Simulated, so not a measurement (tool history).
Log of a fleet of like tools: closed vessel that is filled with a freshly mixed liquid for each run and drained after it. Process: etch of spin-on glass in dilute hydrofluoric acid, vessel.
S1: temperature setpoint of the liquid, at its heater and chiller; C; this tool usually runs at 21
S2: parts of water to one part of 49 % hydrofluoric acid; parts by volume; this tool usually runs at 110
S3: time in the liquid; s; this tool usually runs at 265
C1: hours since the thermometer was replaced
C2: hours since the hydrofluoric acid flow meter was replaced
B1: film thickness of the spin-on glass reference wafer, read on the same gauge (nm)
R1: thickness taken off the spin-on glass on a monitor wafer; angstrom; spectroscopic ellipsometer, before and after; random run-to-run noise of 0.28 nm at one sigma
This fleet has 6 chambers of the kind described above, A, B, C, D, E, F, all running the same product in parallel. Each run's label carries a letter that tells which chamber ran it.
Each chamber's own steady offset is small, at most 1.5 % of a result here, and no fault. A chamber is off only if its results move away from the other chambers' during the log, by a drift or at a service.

run	day	S1	S2	S3	C1	C2	B1	R1
1D	0.258	21	110	265	281.3	586.0	70.013	444.44
2B	0.575	21	110	265	127.7	1757.9	70.003	439.82
3C	0.912	21	110	265	365.0	599.6	70.030	445.36
4F	1.200	21	110	265	1105.1	595.8	70.008	438.06
5E	1.500	21	110	265	2649.1	696.3	70.011	436.14
6A	1.779	17	110	265	888.6	1909.2	69.992	374.60
7C	2.096	17	110	265	393.4	628.0	69.979	381.21
8A	2.650	17	110	265	909.5	1930.1	70.030	368.48
9B	3.012	17	110	265	186.2	1816.4	69.993	370.14
10D	3.471	17	110	265	358.4	663.1	69.968	371.17
11F	3.842	17	110	265	1168.5	659.2	69.980	369.91
12E	4.171	21	110	265	2713.2	760.4	70.010	439.12
13B	4.521	21	155	265	222.4	1852.6	70.010	295.65
14D	4.996	21	155	265	395.0	699.7	69.961	300.13
15A	5.433	21	155	265	976.3	1996.9	69.982	293.57
16E	5.883	21	155	265	2754.3	801.5	69.994	292.12
17C	6.158	21	155	265	490.9	725.5	69.988	312.67
18F	6.533	21	155	265	1233.1	723.8	69.972	296.78
19E	7.104	21	110	265	2783.6	830.8	69.982	437.75
# day 7.325: chamber B: hydrofluoric acid flow meter replaced
20C	7.421	21	110	265	521.2	755.8	69.991	458.41
21A	8.004	21	110	265	1038.0	2058.6	70.005	435.58
22F	8.279	21	110	265	1275.0	765.7	70.000	438.76
23D	8.838	21	110	265	487.2	791.9	69.982	435.79
24B	9.350	21	110	265	338.3	48.6	69.999	432.40
25C	9.942	21	110	265	581.7	816.3	70.025	469.45
# day 10.217: chamber A: thermometer replaced
26F	10.425	21	110	265	1326.5	817.2	70.023	436.84
27A	10.825	21	110	265	14.6	2126.3	69.995	440.12
28E	11.229	21	110	410	2882.6	929.8	70.027	678.87
29D	11.571	21	110	410	552.8	857.5	70.006	688.86
# day 11.650: chamber D: thermometer replaced
30B	11.858	21	110	410	398.5	108.8	70.030	673.03
# day 12.017: chamber E: thermometer replaced
31F	12.121	21	110	410	1367.2	857.9	69.998	679.16
32E	12.504	21	110	410	11.7	960.4	69.988	687.89
33C	12.829	21	110	410	651.0	885.6	70.013	731.49
34A	13.379	18	110	145	75.9	2187.6	70.009	213.64
35B	13.929	18	110	145	448.2	158.5	69.988	212.82
36D	14.225	18	110	145	61.9	921.2	69.980	213.67
37B	14.646	18	110	145	465.4	175.7	70.004	210.93

Has any chamber moved away from the others, gradually or after a service, or does the common gauge drift, or do the chambers differ only by their own small steady offsets? State the chamber and the most likely cause if one applies.

One chamber, C, drifts off from the rest bit by bit.
Likeliest cause: liquid hotter than its thermometer reads (K) = 2.03.
The log may not tell that from: hydrofluoric acid flow above the setpoint (%).

Here are 4 candidates for chamber C's next run, each the usual settings with a change, their results left as question marks. Which one brings its results back in line with what the others give on the usual settings?
Maximum distance from the other chambers' mean on the usual settings for a result to count as in line: R1 9.70 angstrom
38C-1	15.071	23.5	110	265				?
38C-2	15.071	21.0	110	255				?
38C-3	15.071	21.0	120	265				?
38C-4	15.071	21.0	110	275				?

Average result of the remaining chambers running the usual settings: R1 438.65 angstrom
run	R1
38C-1	532.51
38C-2	464.89
38C-3	437.71
38C-4	501.35
38C-3 puts the chamber back in line with the other chambers.
